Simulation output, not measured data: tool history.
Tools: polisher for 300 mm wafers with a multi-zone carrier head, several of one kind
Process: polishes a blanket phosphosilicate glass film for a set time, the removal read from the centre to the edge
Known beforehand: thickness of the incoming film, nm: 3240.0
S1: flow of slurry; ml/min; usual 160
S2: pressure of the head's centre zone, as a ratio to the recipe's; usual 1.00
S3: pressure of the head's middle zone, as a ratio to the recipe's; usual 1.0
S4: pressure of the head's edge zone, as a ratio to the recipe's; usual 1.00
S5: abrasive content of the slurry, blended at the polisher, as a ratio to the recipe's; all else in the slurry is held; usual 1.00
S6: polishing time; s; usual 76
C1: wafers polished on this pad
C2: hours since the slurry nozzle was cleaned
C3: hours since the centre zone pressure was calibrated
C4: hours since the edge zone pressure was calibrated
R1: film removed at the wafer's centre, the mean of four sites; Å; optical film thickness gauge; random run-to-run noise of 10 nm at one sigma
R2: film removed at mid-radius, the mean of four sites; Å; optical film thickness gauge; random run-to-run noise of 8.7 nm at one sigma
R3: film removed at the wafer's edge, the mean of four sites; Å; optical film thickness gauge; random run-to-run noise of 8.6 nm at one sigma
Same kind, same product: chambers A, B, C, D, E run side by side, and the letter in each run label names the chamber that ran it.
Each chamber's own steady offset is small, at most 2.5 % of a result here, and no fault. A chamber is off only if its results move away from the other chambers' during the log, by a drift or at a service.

Run 1C, hour 6.1: usual settings; C1 378; C2 551.4; C3 372.0; C4 440.1. Result: R1 7303.8 Å, R2 7251.7 Å, R3 7337.0 Å.
Run 2A, hour 16.4: usual settings; C1 222; C2 46.4; C3 150.7; C4 319.7. Result: R1 7256.5 Å, R2 7295.5 Å, R3 7360.1 Å.
At hour 16.8: chamber B: worn pad replaced by a new one.
Run 3B, hour 21.7: usual settings; C1 55; C2 627.5; C3 1102.0; C4 754.4. Result: R1 7371.2 Å, R2 7252.4 Å, R3 7408.7 Å.
Run 4E, hour 26.3: usual settings; C1 409; C2 146.2; C3 332.1; C4 525.5. Result: R1 7322.1 Å, R2 7303.1 Å, R3 7510.7 Å.
Run 5D, hour 32.6: usual settings; C1 382; C2 400.2; C3 191.3; C4 234.0. Result: R1 7310.3 Å, R2 7305.5 Å, R3 7465.2 Å.
At hour 35.5: chamber C: worn pad replaced by a new one.
Run 6D, hour 39.4: usual settings; C1 459; C2 407.0; C3 198.1; C4 240.8. Result: R1 7407.1 Å, R2 7387.5 Å, R3 7476.0 Å.
At hour 42.3: chamber D: slurry nozzle cleaned.
Run 7B, hour 47.5: usual settings; C1 347; C2 653.3; C3 1127.8; C4 780.2. Result: R1 7404.0 Å, R2 7276.7 Å, R3 7383.9 Å.
At hour 51.6: chamber E: worn pad replaced by a new one.
Run 8E, hour 56.6: usual settings but S4 1.06, S5 1.20; C1 57; C2 176.5; C3 362.4; C4 555.8. Result: R1 7826.0 Å, R2 7851.8 Å, R3 8359.5 Å.
Run 9C, hour 61.5: usual settings but S4 1.06, S5 1.20; C1 294; C2 606.8; C3 427.4; C4 495.5. Result: R1 8011.5 Å, R2 7974.9 Å, R3 8211.1 Å.
At hour 65.0: chamber C: slurry nozzle cleaned.
Run 10A, hour 68.3: usual settings but S4 1.06, S5 1.20; C1 810; C2 98.3; C3 202.6; C4 371.6. Result: R1 7943.1 Å, R2 7958.0 Å, R3 8061.8 Å.
At hour 71.2: chamber A: worn pad replaced by a new one.
At hour 72.5: chamber D: worn pad replaced by a new one.
Run 11E, hour 73.0: usual settings but S4 1.06, S5 1.20; C1 242; C2 192.9; C3 378.8; C4 572.2. Result: R1 7976.6 Å, R2 7819.9 Å, R3 8358.3 Å.
At hour 79.4: chamber B: worn pad replaced by a new one.
Run 12D, hour 81.8: usual settings but S4 1.06, S5 1.20; C1 106; C2 39.6; C3 240.5; C4 283.2. Result: R1 7874.4 Å, R2 7824.2 Å, R3 8326.7 Å.
At hour 82.6: chamber B: slurry nozzle cleaned.
At hour 83.3: chamber C: edge zone pressure recalibrated.
Run 13B, hour 90.0: usual settings; C1 120; C2 7.4; C3 1170.3; C4 822.7. Result: R1 7442.0 Å, R2 7446.1 Å, R3 7375.1 Å.
Run 14C, hour 95.8: usual settings; C1 682; C2 30.9; C3 461.7; C4 12.5. Result: R1 7242.6 Å, R2 7444.6 Å, R3 7443.9 Å.
At hour 101.7: chamber C: worn pad replaced by a new one.
Run 15A, hour 102.3: usual settings; C1 352; C2 132.3; C3 236.6; C4 405.6. Result: R1 7440.3 Å, R2 7161.0 Å, R3 7426.1 Å.
At hour 106.2: chamber E: slurry nozzle cleaned.
Run 16E, hour 110.2: usual settings; C1 663; C2 4.1; C3 416.0; C4 609.4. Result: R1 7391.8 Å, R2 7311.6 Å, R3 7622.1 Å.
Run 17D, hour 119.5: usual settings but S5 0.85; C1 533; C2 77.3; C3 278.2; C4 320.9. Result: R1 6996.1 Å, R2 6844.8 Å, R3 6751.8 Å.
At hour 124.5: chamber E: worn pad replaced by a new one.
Run 18C, hour 129.0: usual settings but S5 0.85; C1 309; C2 64.1; C3 494.9; C4 45.7. Result: R1 6668.9 Å, R2 6831.9 Å, R3 6844.8 Å.
At hour 132.0: chamber A: worn pad replaced by a new one.
At hour 134.1: chamber D: worn pad replaced by a new one.
Run 19A, hour 138.9: usual settings but S5 0.85; C1 79; C2 168.9; C3 273.2; C4 442.2. Result: R1 6753.3 Å, R2 6780.1 Å, R3 6883.4 Å.
At hour 142.3: chamber B: worn pad replaced by a new one.
Run 20B, hour 148.5: usual settings but S5 0.85; C1 70; C2 65.9; C3 1228.8; C4 881.2. Result: R1 6714.5 Å, R2 6789.9 Å, R3 6920.4 Å.
Run 21E, hour 158.4: usual settings but S5 0.85; C1 384; C2 52.3; C3 464.2; C4 657.6. Result: R1 6830.1 Å, R2 6735.8 Å, R3 6921.0 Å.
At hour 161.8: chamber C: worn pad replaced by a new one.
Run 22A, hour 166.7: usual settings; C1 393; C2 196.7; C3 301.0; C4 470.0. Result: R1 7576.7 Å, R2 7369.4 Å, R3 7326.4 Å.
At hour 167.0: chamber C: centre zone pressure recalibrated.
Run 23B, hour 173.7: usual settings; C1 355; C2 91.1; C3 1254.0; C4 906.4. Result: R1 7255.6 Å, R2 7340.3 Å, R3 7200.7 Å.
At hour 175.7: chamber A: edge zone pressure recalibrated.
Run 24C, hour 179.9: usual settings; C1 205; C2 115.0; C3 12.9; C4 96.6. Result: R1 7376.3 Å, R2 7336.7 Å, R3 7529.0 Å.
At hour 184.8: chamber E: worn pad replaced by a new one.
Run 25D, hour 185.7: usual settings; C1 584; C2 143.5; C3 344.4; C4 387.1. Result: R1 7435.8 Å, R2 7251.9 Å, R3 7228.9 Å.
At hour 190.2: chamber A: worn pad replaced by a new one.
At hour 191.0: chamber A: slurry nozzle cleaned.
At hour 191.6: chamber D: worn pad replaced by a new one.
Run 26D, hour 193.3: usual settings; C1 19; C2 151.1; C3 352.0; C4 394.7. Result: R1 7365.2 Å, R2 7458.6 Å, R3 7410.1 Å.
Run 27A, hour 203.1: usual settings; C1 146; C2 12.2; C3 337.4; C4 27.4. Result: R1 7521.3 Å, R2 7249.7 Å, R3 7386.3 Å.
Run 28B, hour 209.7: usual settings; C1 763; C2 127.1; C3 1290.0; C4 942.4. Result: R1 7455.9 Å, R2 7339.4 Å, R3 7403.5 Å.
At hour 211.4: chamber B: worn pad replaced by a new one.
At hour 217.7: chamber C: worn pad replaced by a new one.
Run 29C, hour 218.7: usual settings; C1 11; C2 153.8; C3 51.7; C4 135.4. Result: R1 7553.5 Å, R2 7415.5 Å, R3 7452.4 Å.
Run 30E, hour 226.5: usual settings; C1 472; C2 120.4; C3 532.3; C4 725.7. Result: R1 7153.4 Å, R2 7367.7 Å, R3 7511.8 Å.
Run 31E, hour 236.6: usual settings; C1 587; C2 130.5; C3 542.4; C4 735.8. Result: R1 7268.3 Å, R2 7458.9 Å, R3 7454.6 Å.
Run 32D, hour 246.2: usual settings; C1 617; C2 204.0; C3 404.9; C4 447.6. Result: R1 7305.6 Å, R2 7343.6 Å, R3 7292.7 Å.
Run 33A, hour 254.7: usual settings but S2 0.95, S3 1.1; C1 730; C2 63.8; C3 389.0; C4 79.0. Result: R1 6959.6 Å, R2 8051.1 Å, R3 7459.4 Å.
At hour 257.1: chamber E: worn pad replaced by a new one.
Run 34C, hour 260.3: usual settings but S2 0.95, S3 1.1; C1 482; C2 195.4; C3 93.3; C4 177.0. Result: R1 6861.2 Å, R2 7941.9 Å, R3 7345.0 Å.
At hour 263.9: chamber A: worn pad replaced by a new one.
At hour 266.4: chamber D: worn pad replaced by a new one.
Run 35B, hour 268.4: usual settings but S2 0.95, S3 1.1; C1 645; C2 185.8; C3 1348.7; C4 1001.1. Result: R1 6858.2 Å, R2 8139.5 Å, R3 7272.3 Å.
At hour 270.1: chamber B: worn pad replaced by a new one.
Run 36B, hour 273.3: usual settings but S2 0.95, S3 1.1; C1 37; C2 190.7; C3 1353.6; C4 1006.0. Result: R1 7040.8 Å, R2 7899.4 Å, R3 7406.7 Å.
Run 37D, hour 281.8: usual settings but S2 0.95, S3 1.1; C1 175; C2 239.6; C3 440.5; C4 483.2. Result: R1 7113.8 Å, R2 8119.7 Å, R3 7329.2 Å.
At hour 284.0: chamber C: worn pad replaced by a new one.
Run 38E, hour 290.8: usual settings; C1 381; C2 184.7; C3 596.6; C4 790.0. Result: R1 7109.4 Å, R2 7361.8 Å, R3 7515.4 Å.
Run 39A, hour 297.4: usual settings; C1 380; C2 106.5; C3 431.7; C4 121.7. Result: R1 7438.5 Å, R2 7412.2 Å, R3 7313.7 Å.
At hour 299.7: chamber A: centre zone pressure recalibrated.
Run 40C, hour 302.5: usual settings; C1 210; C2 237.6; C3 135.5; C4 219.2. Result: R1 7290.5 Å, R2 7406.4 Å, R3 7290.0 Å.
Run 41C, hour 309.1: usual settings; C1 284; C2 244.2; C3 142.1; C4 225.8. Result: R1 7255.6 Å, R2 7248.7 Å, R3 7306.8 Å.
Run 42A, hour 314.3: usual settings; C1 571; C2 123.4; C3 14.6; C4 138.6. Result: R1 7424.7 Å, R2 7416.0 Å, R3 7294.0 Å.
Run 43D, hour 321.5: usual settings; C1 624; C2 279.3; C3 480.2; C4 522.9. Result: R1 7424.1 Å, R2 7298.2 Å, R3 7378.5 Å.
Run 44B, hour 328.4: usual settings; C1 660; C2 245.8; C3 1408.7; C4 1061.1. Result: R1 7402.2 Å, R2 7407.9 Å, R3 7472.7 Å.

Next, every chamber runs the same settings. What will each give?
Run 45A, hour 335.8: usual settings. Result: R1 ?, R2 ?, R3 ?.
Run 45B, hour 335.8: usual settings. Result: R1 ?, R2 ?, R3 ?.
Run 45C, hour 335.8: usual settings. Result: R1 ?, R2 ?, R3 ?.
Run 45D, hour 335.8: usual settings. Result: R1 ?, R2 ?, R3 ?.
Run 45E, hour 335.8: usual settings. Result: R1 ?, R2 ?, R3 ?.

run      R1      R2      R3
45A  7305.3  7421.6  7365.5
45B  7599.2  7406.5  7346.8
45C  7455.6  7399.1  7275.5
45D  7379.1  7286.6  7234.3
45E  7187.2  7398.1  7425.7
